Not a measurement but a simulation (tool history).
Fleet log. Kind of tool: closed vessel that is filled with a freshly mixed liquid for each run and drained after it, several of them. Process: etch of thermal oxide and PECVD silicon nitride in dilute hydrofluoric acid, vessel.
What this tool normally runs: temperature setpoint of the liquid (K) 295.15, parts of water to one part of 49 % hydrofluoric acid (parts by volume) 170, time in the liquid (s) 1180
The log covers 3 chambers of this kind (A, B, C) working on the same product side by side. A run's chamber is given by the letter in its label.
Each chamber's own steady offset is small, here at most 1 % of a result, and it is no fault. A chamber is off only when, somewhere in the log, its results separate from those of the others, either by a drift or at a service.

run   hour  temperature setpoint of the liquid (K)  parts of water to one part of 49 % hydrofluoric acid (parts by volume)  time in the liquid (s)  read-back film thickness of the thermal oxide reference wafer, read on the same gauge (nm)  read-back film thickness of the PECVD silicon nitride reference wafer, read on the same gauge (nm)  thickness taken off the thermal oxide on a monitor wafer (Å)  thickness taken off the PECVD silicon nitride on a monitor wafer (Å)
 1A    5.7                                  295.15                                                                     170                    1180                                                                                      130.00                                                                                              89.961                                                        280.46                                                               105.630
 2C   11.5                                  295.15                                                                     170                    1180                                                                                      129.99                                                                                              90.026                                                        288.50                                                               103.560
 3B   20.2                                  295.15                                                                     170                    1180                                                                                      129.99                                                                                              89.967                                                        278.78                                                               104.460
 4C   29.2                                  295.15                                                                     170                    1180                                                                                      129.99                                                                                              90.022                                                        284.55                                                               102.950
 5A   37.6                                  295.15                                                                     140                    1180                                                                                      129.99                                                                                              90.000                                                        358.04                                                               125.430
 6B   44.4                                  295.15                                                                     140                    1180                                                                                      129.98                                                                                              90.000                                                        352.52                                                               126.080
 7A   54.9                                  295.15                                                                     140                    1180                                                                                      129.99                                                                                              90.014                                                        363.28                                                               129.350
 8C   63.8                                  295.15                                                                     170                    1180                                                                                      129.99                                                                                              89.980                                                        286.87                                                               102.630
 9B   70.9                                  295.15                                                                     170                    1180                                                                                      130.01                                                                                              90.015                                                        280.70                                                               103.810
10B   77.0                                  295.15                                                                     170                    1180                                                                                      130.02                                                                                              89.999                                                        287.60                                                               105.840
11C   86.0                                  295.15                                                                     170                    1180                                                                                      130.01                                                                                              90.051                                                        287.09                                                               104.210
12A   94.6                                  295.15                                                                     170                    1180                                                                                      130.00                                                                                              90.014                                                        283.05                                                               104.160
13C  103.6                                  295.15                                                                     170                    1180                                                                                      130.00                                                                                              89.999                                                        282.90                                                               103.140
     104.0  -- chamber A: hydrofluoric acid flow meter replaced
14A  114.5                                  295.15                                                                     170                    1180                                                                                      130.01                                                                                              89.971                                                        286.11                                                               104.970
15B  121.5                                  295.15                                                                     170                    1180                                                                                      130.01                                                                                              89.988                                                        283.87                                                               104.940
16C  130.1                                  295.15                                                                     170                    1180                                                                                      129.98                                                                                              90.011                                                        285.84                                                               103.780
17A  139.2                                  295.15                                                                     170                    1180                                                                                      130.00                                                                                              90.019                                                        283.40                                                               104.600
     142.2  -- chamber A: thermometer replaced
18B  150.0                                  295.15                                                                     170                    1180                                                                                      130.00                                                                                              89.992                                                        283.48                                                               104.560
19A  156.0                                  295.15                                                                     170                    1180                                                                                      129.97                                                                                              90.008                                                        283.76                                                               105.480
20B  161.8                                  295.15                                                                     170                    1180                                                                                      129.98                                                                                              89.995                                                        282.35                                                               103.780
21C  169.4                                  295.15                                                                     250                    1180                                                                                      130.01                                                                                              89.975                                                        177.28                                                                69.916
22B  178.8                                  295.15                                                                     250                    1180                                                                                      130.00                                                                                              89.968                                                        177.49                                                                72.059
23C  189.7                                  295.15                                                                     250                    1180                                                                                      130.00                                                                                              90.009                                                        176.63                                                                70.108
24A  199.3                                  295.15                                                                     105                    1180                                                                                      129.97                                                                                              90.021                                                        496.35                                                               170.100
25B  206.7                                  295.15                                                                     105                    1180                                                                                      129.97                                                                                              89.972                                                        492.32                                                               166.570
26C  214.3                                  295.15                                                                     105                    1180                                                                                      130.01                                                                                              90.017                                                        505.52                                                               167.660
27A  220.3                                  295.15                                                                     170                    1590                                                                                      130.01                                                                                              89.987                                                        383.45                                                               139.710
28A  225.8                                  295.15                                                                     170                    1590                                                                                      130.01                                                                                              90.004                                                        382.60                                                               141.330
29C  232.6                                  295.15                                                                     170                    1590                                                                                      130.00                                                                                              90.001                                                        391.82                                                               139.630
30B  239.1                                  295.15                                                                     170                    1180                                                                                      130.01                                                                                              90.009                                                        284.19                                                               104.710
     240.5  -- chamber C: thermometer replaced
31C  244.0                                  295.15                                                                     170                    1180                                                                                      130.00                                                                                              89.994                                                        289.41                                                               103.730
32A  250.5                                  295.15                                                                     170                    1180                                                                                      129.99                                                                                              90.030                                                        289.39                                                               105.130

Which is it: a chamber that has drifted or been left off by a service, a gauge drift common to all chambers, or only each chamber's usual small offset? If a chamber is off, name it and its likeliest cause.

No chamber stands off beyond its own small offset, and the gauge holds steady.

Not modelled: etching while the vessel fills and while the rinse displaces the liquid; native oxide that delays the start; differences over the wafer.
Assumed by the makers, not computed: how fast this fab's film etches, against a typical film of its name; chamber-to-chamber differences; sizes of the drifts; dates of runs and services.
